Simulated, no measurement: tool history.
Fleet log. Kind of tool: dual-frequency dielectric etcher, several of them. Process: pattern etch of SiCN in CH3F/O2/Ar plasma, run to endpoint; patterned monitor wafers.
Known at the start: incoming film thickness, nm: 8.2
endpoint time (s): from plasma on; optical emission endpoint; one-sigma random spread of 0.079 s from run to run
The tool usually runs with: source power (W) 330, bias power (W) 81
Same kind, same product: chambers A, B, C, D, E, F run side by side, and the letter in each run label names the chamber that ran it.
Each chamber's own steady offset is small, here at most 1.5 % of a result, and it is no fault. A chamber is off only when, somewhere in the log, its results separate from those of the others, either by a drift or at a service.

| run | hour | source power (W) | bias power (W) | endpoint time (s) |
|---|---|---|---|---|
| 1C | 5.5 | 330 | 81 | 22.561 |
| 2A | 14.6 | 330 | 81 | 22.436 |
| 3E | 22.0 | 330 | 81 | 22.599 |
| 4D | 34.0 | 330 | 81 | 22.232 |
| 5F | 42.5 | 330 | 81 | 22.631 |
| 6B | 52.9 | 360 | 81 | 21.965 |
| 7C | 62.5 | 360 | 81 | 21.981 |
| 8F | 70.2 | 360 | 81 | 21.835 |
|  | 79.7 | chamber D: wet clean of the chamber |
| 9E | 82.6 | 360 | 81 | 21.644 |
| 10A | 89.0 | 360 | 81 | 21.715 |
| 11D | 101.2 | 360 | 81 | 21.403 |
| 12B | 111.8 | 330 | 81 | 22.395 |
|  | 116.1 | chamber E: wet clean of the chamber |
| 13D | 118.8 | 330 | 81 | 22.320 |
| 14A | 125.9 | 330 | 81 | 22.467 |
| 15B | 138.0 | 330 | 81 | 22.269 |
|  | 144.5 | chamber B: bias power generator calibrated |
| 16E | 145.1 | 290 | 81 | 23.685 |
| 17C | 151.2 | 290 | 81 | 23.663 |
| 18F | 158.5 | 290 | 81 | 23.726 |
|  | 163.4 | chamber F: wet clean of the chamber |
| 19B | 164.1 | 290 | 81 | 23.347 |
| 20D | 170.9 | 290 | 81 | 23.262 |
| 21C | 181.9 | 290 | 81 | 23.807 |
| 22F | 188.6 | 330 | 81 | 22.681 |
| 23E | 199.2 | 330 | 81 | 22.550 |
| 24A | 209.8 | 400 | 63 | 22.807 |
| 25A | 221.9 | 400 | 63 | 22.996 |
| 26E | 232.5 | 400 | 63 | 22.788 |
| 27B | 240.7 | 400 | 63 | 22.507 |
| 28D | 246.7 | 400 | 63 | 22.742 |
| 29F | 252.0 | 400 | 63 | 22.968 |
| 30C | 263.7 | 330 | 81 | 22.645 |
| 31B | 270.3 | 330 | 81 | 22.090 |
| 32E | 278.3 | 270 | 98 | 22.725 |
| 33A | 284.6 | 270 | 98 | 22.583 |
| 34F | 295.8 | 270 | 98 | 22.694 |
|  | 299.7 | chamber C: wet clean of the chamber |
| 35C | 304.1 | 270 | 98 | 22.749 |
| 36D | 311.9 | 270 | 98 | 22.314 |

Decide between three cases: one chamber stands off from its peers, the gauge reading all wafers drifts, or nothing is wrong past each chamber's small offset. Where a chamber is off, say which and what most likely put it there.

Little by little, chamber B moves away from the other chambers.
Likeliest cause: etch rate over this chamber's usual, % = 2.27.
The log may not separate it from: source power that arrives over what is set, %.

Here are 4 candidates for chamber B's next run, each the usual settings with a change, their results left as question marks. Which one brings its results back in line with what the others give on the usual settings?
Maximum distance from the other chambers' mean on the usual settings for a result to count as in line: endpoint time (s) 0.280
| 37B-1 | 320.8 | 350 | 87 | ? |
| 37B-2 | 320.8 | 310 | 75 | ? |
| 37B-3 | 320.8 | 320 | 78 | ? |
| 37B-4 | 320.8 | 330 | 86 | ? |

Average result of the remaining chambers running the usual settings: endpoint time (s) 22.494
| run | endpoint time (s) |
|---|---|
| 37B-1 | 20.853 |
| 37B-2 | 23.043 |
| 37B-3 | 22.448 |
| 37B-4 | 21.401 |
37B-3 brings the chamber back in line.
